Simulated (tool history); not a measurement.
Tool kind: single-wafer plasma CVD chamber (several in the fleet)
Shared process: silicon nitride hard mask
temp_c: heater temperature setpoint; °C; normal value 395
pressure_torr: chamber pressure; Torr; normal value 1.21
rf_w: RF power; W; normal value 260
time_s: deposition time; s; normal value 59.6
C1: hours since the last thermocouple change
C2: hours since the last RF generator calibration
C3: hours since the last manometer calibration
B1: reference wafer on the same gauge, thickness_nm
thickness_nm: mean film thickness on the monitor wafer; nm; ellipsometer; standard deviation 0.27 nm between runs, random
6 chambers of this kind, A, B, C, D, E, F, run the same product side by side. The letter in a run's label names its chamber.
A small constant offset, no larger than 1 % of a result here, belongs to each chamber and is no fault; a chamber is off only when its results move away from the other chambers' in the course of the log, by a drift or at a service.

{"run": "1C", "hour": 11.5, "temp_c": 395, "pressure_torr": 1.21, "rf_w": 260, "time_s": 59.6, "C1": 1091.4, "C2": 944, "C3": 836.4, "B1": 58.239, "thickness_nm": 57.356}
{"run": "2F", "hour": 22.1, "temp_c": 395, "pressure_torr": 1.21, "rf_w": 260, "time_s": 59.6, "C1": 275.8, "C2": 648.4, "C3": 1519.1, "B1": 58.201, "thickness_nm": 56.823}
{"run": "3A", "hour": 32.3, "temp_c": 395, "pressure_torr": 1.21, "rf_w": 260, "time_s": 59.6, "C1": 2517.7, "C2": 1687.9, "C3": 1552.5, "B1": 58.223, "thickness_nm": 57.364}
{"run": "4B", "hour": 44.3, "temp_c": 395, "pressure_torr": 1.21, "rf_w": 260, "time_s": 59.6, "C1": 621.9, "C2": 1343.5, "C3": 2347.8, "B1": 58.221, "thickness_nm": 57.217}
{"run": "5D", "hour": 55.1, "temp_c": 395, "pressure_torr": 1.21, "rf_w": 260, "time_s": 59.6, "C1": 1831.9, "C2": 1489.5, "C3": 271.8, "B1": 58.173, "thickness_nm": 57.773}
{"run": "6E", "hour": 63.6, "temp_c": 395, "pressure_torr": 1.21, "rf_w": 260, "time_s": 59.6, "C1": 249, "C2": 88.1, "C3": 275.8, "B1": 58.235, "thickness_nm": 58.021}
{"run": "7A", "hour": 72.7, "temp_c": 395, "pressure_torr": 1.21, "rf_w": 260, "time_s": 59.6, "C1": 2558.1, "C2": 1728.3, "C3": 1592.9, "B1": 58.171, "thickness_nm": 56.927}
{"run": "8C", "hour": 85.5, "temp_c": 395, "pressure_torr": 1.21, "rf_w": 295, "time_s": 65.3, "C1": 1165.4, "C2": 1018, "C3": 910.4, "B1": 58.213, "thickness_nm": 68.542}
{"run": "9D", "hour": 98.0, "temp_c": 395, "pressure_torr": 1.21, "rf_w": 295, "time_s": 65.3, "C1": 1874.8, "C2": 1532.4, "C3": 314.7, "B1": 58.176, "thickness_nm": 69.489}
{"run": "10E", "hour": 105.8, "temp_c": 395, "pressure_torr": 1.21, "rf_w": 295, "time_s": 65.3, "C1": 291.2, "C2": 130.3, "C3": 318, "B1": 58.199, "thickness_nm": 68.98}
{"run": "11F", "hour": 114.1, "temp_c": 395, "pressure_torr": 1.21, "rf_w": 295, "time_s": 65.3, "C1": 367.8, "C2": 740.4, "C3": 1611.1, "B1": 58.191, "thickness_nm": 67.744}
{"run": "12B", "hour": 123.2, "temp_c": 395, "pressure_torr": 1.21, "rf_w": 295, "time_s": 65.3, "C1": 700.8, "C2": 1422.4, "C3": 2426.7, "B1": 58.23, "thickness_nm": 68.739}
{"run": "13C", "hour": 134.1, "temp_c": 395, "pressure_torr": 1.21, "rf_w": 295, "time_s": 65.3, "C1": 1214, "C2": 1066.6, "C3": 959, "B1": 58.266, "thickness_nm": 68.29}
{"run": "14F", "hour": 144.9, "temp_c": 395, "pressure_torr": 1.21, "rf_w": 260, "time_s": 59.6, "C1": 398.6, "C2": 771.2, "C3": 1641.9, "B1": 58.168, "thickness_nm": 57.267}
{"run": "15B", "hour": 154.2, "temp_c": 395, "pressure_torr": 1.21, "rf_w": 260, "time_s": 59.6, "C1": 731.8, "C2": 1453.4, "C3": 2457.7, "B1": 58.111, "thickness_nm": 57.123}
{"run": "16E", "hour": 162.8, "temp_c": 395, "pressure_torr": 1.21, "rf_w": 260, "time_s": 59.6, "C1": 348.2, "C2": 187.3, "C3": 375, "B1": 58.184, "thickness_nm": 57.762}
{"run": "17D", "hour": 172.9, "temp_c": 395, "pressure_torr": 1.21, "rf_w": 260, "time_s": 59.6, "C1": 1949.7, "C2": 1607.3, "C3": 389.6, "B1": 58.149, "thickness_nm": 58.302}
{"run": "18A", "hour": 181.8, "temp_c": 395, "pressure_torr": 1.21, "rf_w": 260, "time_s": 59.6, "C1": 2667.2, "C2": 1837.4, "C3": 1702, "B1": 58.194, "thickness_nm": 57.548}
{"run": "19C", "hour": 191.6, "temp_c": 395, "pressure_torr": 1.21, "rf_w": 260, "time_s": 59.6, "C1": 1271.5, "C2": 1124.1, "C3": 1016.5, "B1": 58.271, "thickness_nm": 57.146}
{"run": "20A", "hour": 203.6, "temp_c": 395, "pressure_torr": 1.21, "rf_w": 260, "time_s": 59.6, "C1": 2689, "C2": 1859.2, "C3": 1723.8, "B1": 58.249, "thickness_nm": 57.116}
{"hour": 205.9, "done": "chamber B: capacitance manometer re-zeroed and calibrated"}
{"run": "21E", "hour": 217.2, "temp_c": 395, "pressure_torr": 1.21, "rf_w": 260, "time_s": 59.6, "C1": 402.6, "C2": 241.7, "C3": 429.4, "B1": 58.212, "thickness_nm": 57.887}
{"run": "22F", "hour": 227.5, "temp_c": 395, "pressure_torr": 1.21, "rf_w": 260, "time_s": 59.6, "C1": 481.2, "C2": 853.8, "C3": 1724.5, "B1": 58.134, "thickness_nm": 56.835}
{"run": "23B", "hour": 236.2, "temp_c": 395, "pressure_torr": 1.21, "rf_w": 260, "time_s": 59.6, "C1": 813.8, "C2": 1535.4, "C3": 30.3, "B1": 58.258, "thickness_nm": 55.47}
{"run": "24D", "hour": 247.2, "temp_c": 395, "pressure_torr": 1.21, "rf_w": 260, "time_s": 59.6, "C1": 2024, "C2": 1681.6, "C3": 463.9, "B1": 58.212, "thickness_nm": 57.652}
{"run": "25A", "hour": 256.0, "temp_c": 395, "pressure_torr": 1.21, "rf_w": 260, "time_s": 59.6, "C1": 2741.4, "C2": 1911.6, "C3": 1776.2, "B1": 58.22, "thickness_nm": 57.475}
{"hour": 257.1, "done": "chamber A: thermocouple changed; heater temperature recalibrated"}
{"hour": 266.5, "done": "chamber F: RF generator calibrated"}
{"run": "26F", "hour": 268.0, "temp_c": 395, "pressure_torr": 1.46, "rf_w": 305, "time_s": 59.6, "C1": 521.7, "C2": 1.6, "C3": 1765, "B1": 58.175, "thickness_nm": 67.103}
{"run": "27D", "hour": 278.7, "temp_c": 395, "pressure_torr": 1.46, "rf_w": 305, "time_s": 59.6, "C1": 2055.5, "C2": 1713.1, "C3": 495.4, "B1": 58.14, "thickness_nm": 68.13}
{"run": "28B", "hour": 291.7, "temp_c": 395, "pressure_torr": 1.46, "rf_w": 305, "time_s": 59.6, "C1": 869.3, "C2": 1590.9, "C3": 85.8, "B1": 58.193, "thickness_nm": 66.987}
{"run": "29E", "hour": 299.9, "temp_c": 395, "pressure_torr": 1.46, "rf_w": 305, "time_s": 59.6, "C1": 485.3, "C2": 324.4, "C3": 512.1, "B1": 58.21, "thickness_nm": 68.5}
{"hour": 303.7, "done": "chamber C: RF generator calibrated"}
{"run": "30C", "hour": 307.3, "temp_c": 395, "pressure_torr": 1.46, "rf_w": 305, "time_s": 59.6, "C1": 1387.2, "C2": 3.6, "C3": 1132.2, "B1": 58.242, "thickness_nm": 67.102}
{"run": "31A", "hour": 314.8, "temp_c": 395, "pressure_torr": 1.46, "rf_w": 305, "time_s": 59.6, "C1": 57.8, "C2": 1970.4, "C3": 1835, "B1": 58.246, "thickness_nm": 67.896}
{"run": "32D", "hour": 325.1, "temp_c": 395, "pressure_torr": 1, "rf_w": 230, "time_s": 59.6, "C1": 2101.9, "C2": 1759.5, "C3": 541.8, "B1": 58.21, "thickness_nm": 49.581}
{"run": "33F", "hour": 332.1, "temp_c": 395, "pressure_torr": 1, "rf_w": 230, "time_s": 59.6, "C1": 585.8, "C2": 65.7, "C3": 1829.1, "B1": 58.224, "thickness_nm": 48.82}
{"run": "34E", "hour": 339.1, "temp_c": 395, "pressure_torr": 1, "rf_w": 230, "time_s": 59.6, "C1": 524.5, "C2": 363.6, "C3": 551.3, "B1": 58.26, "thickness_nm": 49.762}
{"run": "35B", "hour": 352.9, "temp_c": 395, "pressure_torr": 1, "rf_w": 230, "time_s": 59.6, "C1": 930.5, "C2": 1652.1, "C3": 147, "B1": 58.192, "thickness_nm": 48.112}
{"run": "36C", "hour": 363.8, "temp_c": 395, "pressure_torr": 1, "rf_w": 230, "time_s": 59.6, "C1": 1443.7, "C2": 60.1, "C3": 1188.7, "B1": 58.293, "thickness_nm": 48.907}
{"run": "37E", "hour": 372.3, "temp_c": 395, "pressure_torr": 1, "rf_w": 230, "time_s": 59.6, "C1": 557.7, "C2": 396.8, "C3": 584.5, "B1": 58.245, "thickness_nm": 49.798}
{"run": "38A", "hour": 385.6, "temp_c": 395, "pressure_torr": 1.21, "rf_w": 280, "time_s": 59.6, "C1": 128.6, "C2": 2041.2, "C3": 1905.8, "B1": 58.258, "thickness_nm": 60.796}
{"run": "39F", "hour": 400.3, "temp_c": 395, "pressure_torr": 1.21, "rf_w": 280, "time_s": 59.6, "C1": 654, "C2": 133.9, "C3": 1897.3, "B1": 58.172, "thickness_nm": 60.3}
{"run": "40D", "hour": 407.3, "temp_c": 395, "pressure_torr": 1.21, "rf_w": 280, "time_s": 59.6, "C1": 2184.1, "C2": 1841.7, "C3": 624, "B1": 58.213, "thickness_nm": 60.852}
{"run": "41B", "hour": 420.7, "temp_c": 395, "pressure_torr": 1.21, "rf_w": 280, "time_s": 59.6, "C1": 998.3, "C2": 1719.9, "C3": 214.8, "B1": 58.157, "thickness_nm": 59.25}
{"run": "42C", "hour": 427.7, "temp_c": 395, "pressure_torr": 1.21, "rf_w": 280, "time_s": 59.6, "C1": 1507.6, "C2": 124, "C3": 1252.6, "B1": 58.171, "thickness_nm": 59.835}
{"run": "43C", "hour": 437.5, "temp_c": 395, "pressure_torr": 1.21, "rf_w": 280, "time_s": 59.6, "C1": 1517.4, "C2": 133.8, "C3": 1262.4, "B1": 58.204, "thickness_nm": 60.251}

Which is it: a chamber that has drifted or been left off by a service, a gauge drift common to all chambers, or only each chamber's usual small offset? If a chamber is off, name it and its likeliest cause.

After it was serviced, chamber B no longer matches the other chambers.
Most likely cause: true pressure below the setpoint (%) = 7.75.

Below are 4 candidate recipes for chamber B's next run, each the usual settings with a change, their results shown as question marks. Which of them brings B's results back in line with what the other chambers give on the usual settings?
In line here means within this much of the mean the other chambers give on the usual settings: thickness_nm 0.93 nm
{"run": "44B-1", "hour": 449.0, "temp_c": 395, "pressure_torr": 1.21, "rf_w": 260, "time_s": 58, "thickness_nm": "?"}
{"run": "44B-2", "hour": 449.0, "temp_c": 395, "pressure_torr": 1.21, "rf_w": 265, "time_s": 60.6, "thickness_nm": "?"}
{"run": "44B-3", "hour": 449.0, "temp_c": 395, "pressure_torr": 1.23, "rf_w": 265, "time_s": 61.6, "thickness_nm": "?"}
{"run": "44B-4", "hour": 449.0, "temp_c": 395, "pressure_torr": 1.18, "rf_w": 260, "time_s": 56.8, "thickness_nm": "?"}

On the usual settings, the other chambers give on average: thickness_nm 57.316 nm
run=44B-1 thickness_nm=54.359
run=44B-2 thickness_nm=57.573
run=44B-3 thickness_nm=58.844
run=44B-4 thickness_nm=52.791
44B-2 is the one that brings the chamber's results back in line with the other chambers.

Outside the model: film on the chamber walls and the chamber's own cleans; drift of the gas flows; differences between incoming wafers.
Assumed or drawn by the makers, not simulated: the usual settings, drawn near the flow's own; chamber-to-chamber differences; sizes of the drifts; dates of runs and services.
